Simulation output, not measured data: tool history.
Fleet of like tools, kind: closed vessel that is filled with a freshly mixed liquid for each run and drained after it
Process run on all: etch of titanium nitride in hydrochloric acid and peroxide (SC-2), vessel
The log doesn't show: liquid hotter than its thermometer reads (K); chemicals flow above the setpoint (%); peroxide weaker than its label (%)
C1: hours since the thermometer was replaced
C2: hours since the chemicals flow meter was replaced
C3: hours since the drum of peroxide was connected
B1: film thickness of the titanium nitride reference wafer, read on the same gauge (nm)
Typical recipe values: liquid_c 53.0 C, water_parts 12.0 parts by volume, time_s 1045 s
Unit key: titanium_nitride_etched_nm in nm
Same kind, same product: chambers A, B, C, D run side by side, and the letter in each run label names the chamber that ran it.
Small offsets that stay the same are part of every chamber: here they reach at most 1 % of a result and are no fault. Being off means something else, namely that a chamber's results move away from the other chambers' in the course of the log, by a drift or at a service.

{"run": "1D", "hour": 6.5, "liquid_c": 53.0, "water_parts": 12.0, "time_s": 1045, "C1": 1506.4, "C2": 221.3, "C3": 893.8, "B1": 69.998, "titanium_nitride_etched_nm": 20.173}
{"run": "2C", "hour": 11.7, "liquid_c": 53.0, "water_parts": 12.0, "time_s": 1045, "C1": 537.8, "C2": 221.1, "C3": 24.9, "B1": 69.998, "titanium_nitride_etched_nm": 20.14}
{"hour": 15.2, "done": "chamber B: thermometer replaced"}
{"run": "3A", "hour": 17.7, "liquid_c": 53.0, "water_parts": 12.0, "time_s": 1045, "C1": 1249.4, "C2": 752.2, "C3": 89.3, "B1": 70.018, "titanium_nitride_etched_nm": 20.13}
{"run": "4B", "hour": 22.2, "liquid_c": 53.0, "water_parts": 12.0, "time_s": 1045, "C1": 7.0, "C2": 969.7, "C3": 278.7, "B1": 70.01, "titanium_nitride_etched_nm": 19.983}
{"run": "5B", "hour": 26.6, "liquid_c": 53.0, "water_parts": 12.0, "time_s": 1605, "C1": 11.4, "C2": 974.1, "C3": 283.1, "B1": 70.026, "titanium_nitride_etched_nm": 30.827}
{"run": "6D", "hour": 32.3, "liquid_c": 53.0, "water_parts": 12.0, "time_s": 1605, "C1": 1532.2, "C2": 247.1, "C3": 919.6, "B1": 70.016, "titanium_nitride_etched_nm": 30.934}
{"run": "7A", "hour": 35.9, "liquid_c": 53.0, "water_parts": 12.0, "time_s": 1605, "C1": 1267.6, "C2": 770.4, "C3": 107.5, "B1": 70.012, "titanium_nitride_etched_nm": 30.835}
{"run": "8C", "hour": 39.6, "liquid_c": 53.0, "water_parts": 12.0, "time_s": 1605, "C1": 565.7, "C2": 249.0, "C3": 52.8, "B1": 69.981, "titanium_nitride_etched_nm": 31.07}
{"run": "9B", "hour": 46.4, "liquid_c": 56.5, "water_parts": 12.0, "time_s": 515, "C1": 31.2, "C2": 993.9, "C3": 302.9, "B1": 69.97, "titanium_nitride_etched_nm": 12.362}
{"run": "10D", "hour": 53.3, "liquid_c": 56.5, "water_parts": 12.0, "time_s": 515, "C1": 1553.2, "C2": 268.1, "C3": 940.6, "B1": 69.979, "titanium_nitride_etched_nm": 12.511}
{"run": "11C", "hour": 60.9, "liquid_c": 56.5, "water_parts": 12.0, "time_s": 515, "C1": 587.0, "C2": 270.3, "C3": 74.1, "B1": 70.009, "titanium_nitride_etched_nm": 12.444}
{"run": "12A", "hour": 65.4, "liquid_c": 56.5, "water_parts": 12.0, "time_s": 515, "C1": 1297.1, "C2": 799.9, "C3": 137.0, "B1": 70.022, "titanium_nitride_etched_nm": 12.373}
{"run": "13B", "hour": 69.7, "liquid_c": 53.0, "water_parts": 12.0, "time_s": 1045, "C1": 54.5, "C2": 1017.2, "C3": 326.2, "B1": 69.983, "titanium_nitride_etched_nm": 19.982}
{"run": "14D", "hour": 73.6, "liquid_c": 53.0, "water_parts": 12.0, "time_s": 1045, "C1": 1573.5, "C2": 288.4, "C3": 960.9, "B1": 69.988, "titanium_nitride_etched_nm": 20.193}
{"run": "15A", "hour": 77.6, "liquid_c": 53.0, "water_parts": 12.0, "time_s": 1045, "C1": 1309.3, "C2": 812.1, "C3": 149.2, "B1": 70.011, "titanium_nitride_etched_nm": 20.024}
{"run": "16C", "hour": 83.7, "liquid_c": 53.0, "water_parts": 12.0, "time_s": 1045, "C1": 609.8, "C2": 293.1, "C3": 96.9, "B1": 69.965, "titanium_nitride_etched_nm": 20.116}
{"run": "17C", "hour": 91.7, "liquid_c": 53.0, "water_parts": 12.0, "time_s": 1045, "C1": 617.8, "C2": 301.1, "C3": 104.9, "B1": 69.965, "titanium_nitride_etched_nm": 20.076}
{"run": "18A", "hour": 99.7, "liquid_c": 53.0, "water_parts": 12.0, "time_s": 1045, "C1": 1331.4, "C2": 834.2, "C3": 171.3, "B1": 69.992, "titanium_nitride_etched_nm": 19.997}
{"hour": 102.5, "done": "chamber C: thermometer replaced"}
{"run": "19B", "hour": 105.5, "liquid_c": 53.0, "water_parts": 12.0, "time_s": 1045, "C1": 90.3, "C2": 1053.0, "C3": 362.0, "B1": 69.993, "titanium_nitride_etched_nm": 19.794}
{"run": "20D", "hour": 111.3, "liquid_c": 53.0, "water_parts": 12.0, "time_s": 1045, "C1": 1611.2, "C2": 326.1, "C3": 998.6, "B1": 69.986, "titanium_nitride_etched_nm": 20.083}
{"run": "21D", "hour": 114.8, "liquid_c": 53.0, "water_parts": 12.0, "time_s": 1045, "C1": 1614.7, "C2": 329.6, "C3": 1002.1, "B1": 70.009, "titanium_nitride_etched_nm": 20.275}
{"run": "22A", "hour": 118.9, "liquid_c": 53.0, "water_parts": 10.0, "time_s": 1045, "C1": 1350.6, "C2": 853.4, "C3": 190.5, "B1": 70.022, "titanium_nitride_etched_nm": 23.397}
{"run": "23B", "hour": 126.5, "liquid_c": 53.0, "water_parts": 10.0, "time_s": 1045, "C1": 111.3, "C2": 1074.0, "C3": 383.0, "B1": 70.007, "titanium_nitride_etched_nm": 22.871}
{"run": "24C", "hour": 132.1, "liquid_c": 53.0, "water_parts": 10.0, "time_s": 1045, "C1": 29.7, "C2": 341.5, "C3": 145.3, "B1": 70.005, "titanium_nitride_etched_nm": 23.498}
{"run": "25B", "hour": 139.5, "liquid_c": 53.0, "water_parts": 10.0, "time_s": 1045, "C1": 124.3, "C2": 1087.0, "C3": 396.0, "B1": 69.998, "titanium_nitride_etched_nm": 22.991}
{"run": "26D", "hour": 147.2, "liquid_c": 53.0, "water_parts": 12.0, "time_s": 1045, "C1": 1647.1, "C2": 362.0, "C3": 1034.5, "B1": 70.007, "titanium_nitride_etched_nm": 20.197}
{"run": "27C", "hour": 153.7, "liquid_c": 53.0, "water_parts": 16.5, "time_s": 1045, "C1": 51.3, "C2": 363.1, "C3": 166.9, "B1": 69.998, "titanium_nitride_etched_nm": 15.145}
{"run": "28A", "hour": 158.7, "liquid_c": 53.0, "water_parts": 16.5, "time_s": 1045, "C1": 1390.4, "C2": 893.2, "C3": 230.3, "B1": 70.022, "titanium_nitride_etched_nm": 15.319}
{"run": "29A", "hour": 164.8, "liquid_c": 53.0, "water_parts": 16.5, "time_s": 1045, "C1": 1396.5, "C2": 899.3, "C3": 236.4, "B1": 69.985, "titanium_nitride_etched_nm": 15.215}
{"run": "30B", "hour": 170.8, "liquid_c": 53.0, "water_parts": 16.5, "time_s": 1045, "C1": 155.6, "C2": 1118.3, "C3": 427.3, "B1": 69.971, "titanium_nitride_etched_nm": 14.785}
{"run": "31C", "hour": 178.3, "liquid_c": 53.0, "water_parts": 12.0, "time_s": 1045, "C1": 75.9, "C2": 387.7, "C3": 191.5, "B1": 70.016, "titanium_nitride_etched_nm": 20.044}
{"run": "32D", "hour": 182.4, "liquid_c": 53.0, "water_parts": 12.0, "time_s": 1045, "C1": 1682.3, "C2": 397.2, "C3": 1069.7, "B1": 70.01, "titanium_nitride_etched_nm": 20.056}
{"run": "33B", "hour": 187.4, "liquid_c": 53.0, "water_parts": 12.0, "time_s": 1045, "C1": 172.2, "C2": 1134.9, "C3": 443.9, "B1": 70.029, "titanium_nitride_etched_nm": 19.545}
{"run": "34A", "hour": 192.2, "liquid_c": 53.0, "water_parts": 12.0, "time_s": 1045, "C1": 1423.9, "C2": 926.7, "C3": 263.8, "B1": 70.006, "titanium_nitride_etched_nm": 20.146}
{"run": "35C", "hour": 196.8, "liquid_c": 53.0, "water_parts": 12.0, "time_s": 1045, "C1": 94.4, "C2": 406.2, "C3": 210.0, "B1": 70.013, "titanium_nitride_etched_nm": 20.12}
{"run": "36D", "hour": 200.4, "liquid_c": 53.0, "water_parts": 12.0, "time_s": 1045, "C1": 1700.3, "C2": 415.2, "C3": 1087.7, "B1": 69.987, "titanium_nitride_etched_nm": 20.345}
{"run": "37A", "hour": 207.2, "liquid_c": 53.0, "water_parts": 12.0, "time_s": 1045, "C1": 1438.9, "C2": 941.7, "C3": 278.8, "B1": 69.99, "titanium_nitride_etched_nm": 20.112}
{"run": "38B", "hour": 212.5, "liquid_c": 53.0, "water_parts": 12.0, "time_s": 1045, "C1": 197.3, "C2": 1160.0, "C3": 469.0, "B1": 69.989, "titanium_nitride_etched_nm": 19.241}
{"run": "39D", "hour": 219.4, "liquid_c": 53.0, "water_parts": 12.0, "time_s": 1045, "C1": 1719.3, "C2": 434.2, "C3": 1106.7, "B1": 69.983, "titanium_nitride_etched_nm": 20.183}
{"run": "40C", "hour": 226.5, "liquid_c": 62.0, "water_parts": 12.0, "time_s": 1045, "C1": 124.1, "C2": 435.9, "C3": 239.7, "B1": 70.013, "titanium_nitride_etched_nm": 35.726}
{"run": "41A", "hour": 230.7, "liquid_c": 62.0, "water_parts": 12.0, "time_s": 1045, "C1": 1462.4, "C2": 965.2, "C3": 302.3, "B1": 70.026, "titanium_nitride_etched_nm": 35.541}

What goes on in this fleet: one chamber off, a drifting gauge, or nothing beyond the chambers' own small offsets? Name the chamber and the cause, if any.

Little by little, chamber B moves away from the other chambers.
Likeliest cause: peroxide weaker than its label (%) = 4.38.
The log may not tell that from: liquid colder than its thermometer reads (K); chemicals flow below the setpoint (%).

Which of the 4 candidates below, each the usual settings with something changed and its results left as question marks, puts chamber B back in line with what the other chambers give on the usual settings?
In line here means within this much of the mean the other chambers give on the usual settings: titanium_nitride_etched_nm 0.280 nm
{"run": "42B-1", "hour": 236.4, "liquid_c": 53.5, "water_parts": 12.0, "time_s": 1060, "titanium_nitride_etched_nm": "?"}
{"run": "42B-2", "hour": 236.4, "liquid_c": 53.0, "water_parts": 12.0, "time_s": 1000, "titanium_nitride_etched_nm": "?"}
{"run": "42B-3", "hour": 236.4, "liquid_c": 53.0, "water_parts": 12.0, "time_s": 1120, "titanium_nitride_etched_nm": "?"}
{"run": "42B-4", "hour": 236.4, "liquid_c": 53.0, "water_parts": 13.0, "time_s": 1045, "titanium_nitride_etched_nm": "?"}

On the usual settings, the other chambers give on average: titanium_nitride_etched_nm 20.136 nm
run=42B-1 titanium_nitride_etched_nm=20.119
run=42B-2 titanium_nitride_etched_nm=18.370
run=42B-3 titanium_nitride_etched_nm=20.574
run=42B-4 titanium_nitride_etched_nm=17.931
Change 42B-1 lands the chamber within the allowed miss of the other chambers.
